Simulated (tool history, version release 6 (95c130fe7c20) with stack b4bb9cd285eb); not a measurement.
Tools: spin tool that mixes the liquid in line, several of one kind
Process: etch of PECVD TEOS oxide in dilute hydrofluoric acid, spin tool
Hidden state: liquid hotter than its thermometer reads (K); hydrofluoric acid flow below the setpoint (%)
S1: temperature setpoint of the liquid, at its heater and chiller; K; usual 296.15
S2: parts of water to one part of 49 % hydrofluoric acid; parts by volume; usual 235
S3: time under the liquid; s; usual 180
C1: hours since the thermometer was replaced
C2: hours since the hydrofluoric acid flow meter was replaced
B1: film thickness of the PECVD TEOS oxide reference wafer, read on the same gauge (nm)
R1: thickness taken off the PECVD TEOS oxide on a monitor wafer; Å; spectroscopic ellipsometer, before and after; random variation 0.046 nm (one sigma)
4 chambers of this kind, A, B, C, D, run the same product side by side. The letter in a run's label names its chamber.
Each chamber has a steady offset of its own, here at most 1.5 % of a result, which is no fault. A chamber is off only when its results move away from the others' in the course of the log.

run	hour	S1	S2	S3	C1	C2	B1	R1
1B	11.8	296.15	235	180	1891.2	609.2	119.99	58.749
2C	23.7	296.15	235	180	1194.3	1696.4	120.01	57.998
3A	32.2	296.15	235	180	1047.9	1865.4	120.00	58.768
4D	43.9	296.15	235	180	818.7	263.3	120.00	57.497
5D	52.3	296.15	235	180	827.1	271.7	119.99	57.814
6C	60.1	296.15	235	180	1230.7	1732.8	120.03	57.701
7B	70.1	296.15	235	180	1949.5	667.5	120.00	58.648
8A	78.8	296.15	235	180	1094.5	1912.0	120.00	57.708
9A	92.6	296.15	235	180	1108.3	1925.8	120.00	58.605
10B	99.0	296.15	160	180	1978.4	696.4	119.98	94.585
11D	108.5	296.15	160	180	883.3	327.9	120.00	91.191
12C	115.5	296.15	160	180	1286.1	1788.2	119.97	91.674
13B	126.2	296.15	160	180	2005.6	723.6	120.03	92.582
14A	137.3	296.15	235	180	1153.0	1970.5	120.00	57.932
15C	146.4	296.15	235	180	1317.0	1819.1	120.04	57.440
16D	159.9	296.15	235	180	934.7	379.3	120.03	57.480
17B	168.1	299.65	235	180	2047.5	765.5	120.00	65.401
18C	175.2	299.65	235	180	1345.8	1847.9	119.99	66.087
19D	186.7	299.65	235	180	961.5	406.1	119.99	64.774
20A	198.1	299.65	235	180	1213.8	2031.3	120.01	66.700
21B	206.9	296.15	235	180	2086.3	804.3	119.98	58.052
22C	213.4	296.15	235	180	1384.0	1886.1	120.01	57.892
23A	223.9	296.15	235	180	1239.6	2057.1	119.98	59.938
24D	236.2	296.15	165	235	1011.0	455.6	120.00	112.180
25B	245.2	296.15	165	235	2124.6	842.6	120.01	118.730
26C	257.1	296.15	165	235	1427.7	1929.8	120.01	115.250
27A	263.6	296.15	165	235	1279.3	2096.8	119.99	124.380
28D	272.8	296.15	235	180	1047.6	492.2	120.01	56.633
# hour 274.2: chamber C: hydrofluoric acid flow meter replaced
29C	283.6	296.15	235	180	1454.2	9.4	120.00	58.898
30D	296.6	296.15	235	180	1071.4	516.0	120.00	56.617
31B	306.2	296.15	235	180	2185.6	903.6	120.01	58.916
32A	314.9	296.15	235	180	1330.6	2148.1	119.99	60.828
33B	323.7	296.15	235	180	2203.1	921.1	120.03	57.991
34C	331.1	296.15	235	180	1501.7	56.9	119.98	58.821
35A	341.1	296.15	235	180	1356.8	2174.3	120.00	61.204
36D	354.5	296.15	235	180	1129.3	573.9	119.98	57.332
37A	362.5	296.15	235	180	1378.2	2195.7	120.00	61.619
38C	376.0	296.15	235	180	1546.6	101.8	120.01	57.628
39D	383.6	296.15	235	180	1158.4	603.0	120.00	57.703

What goes on in this fleet: one chamber off, a drifting gauge, or nothing beyond the chambers' own small offsets? Name the chamber and the cause, if any.

Chamber A drifts away from the others.
Cause: liquid hotter than its thermometer reads (K) = 2.17.
The log may not tell that from: hydrofluoric acid flow above the setpoint (%).

Here are 4 candidates for chamber A's next run, each the usual settings with a change, their results left as question marks. Which one brings its results back in line with what the others give on the usual settings?
In line means no further than this from the other chambers' mean on the usual settings: R1 1.600 Å
40A-1	393.8	296.15	245	175				?
40A-2	393.8	296.15	240	180				?
40A-3	393.8	296.15	230	180				?
40A-4	393.8	296.15	225	185				?

The other chambers' mean on the usual settings: R1 58.137 Å
run	R1
40A-1	58.127
40A-2	61.359
40A-3	64.718
40A-4	68.362
40A-1 brings the chamber back in line.

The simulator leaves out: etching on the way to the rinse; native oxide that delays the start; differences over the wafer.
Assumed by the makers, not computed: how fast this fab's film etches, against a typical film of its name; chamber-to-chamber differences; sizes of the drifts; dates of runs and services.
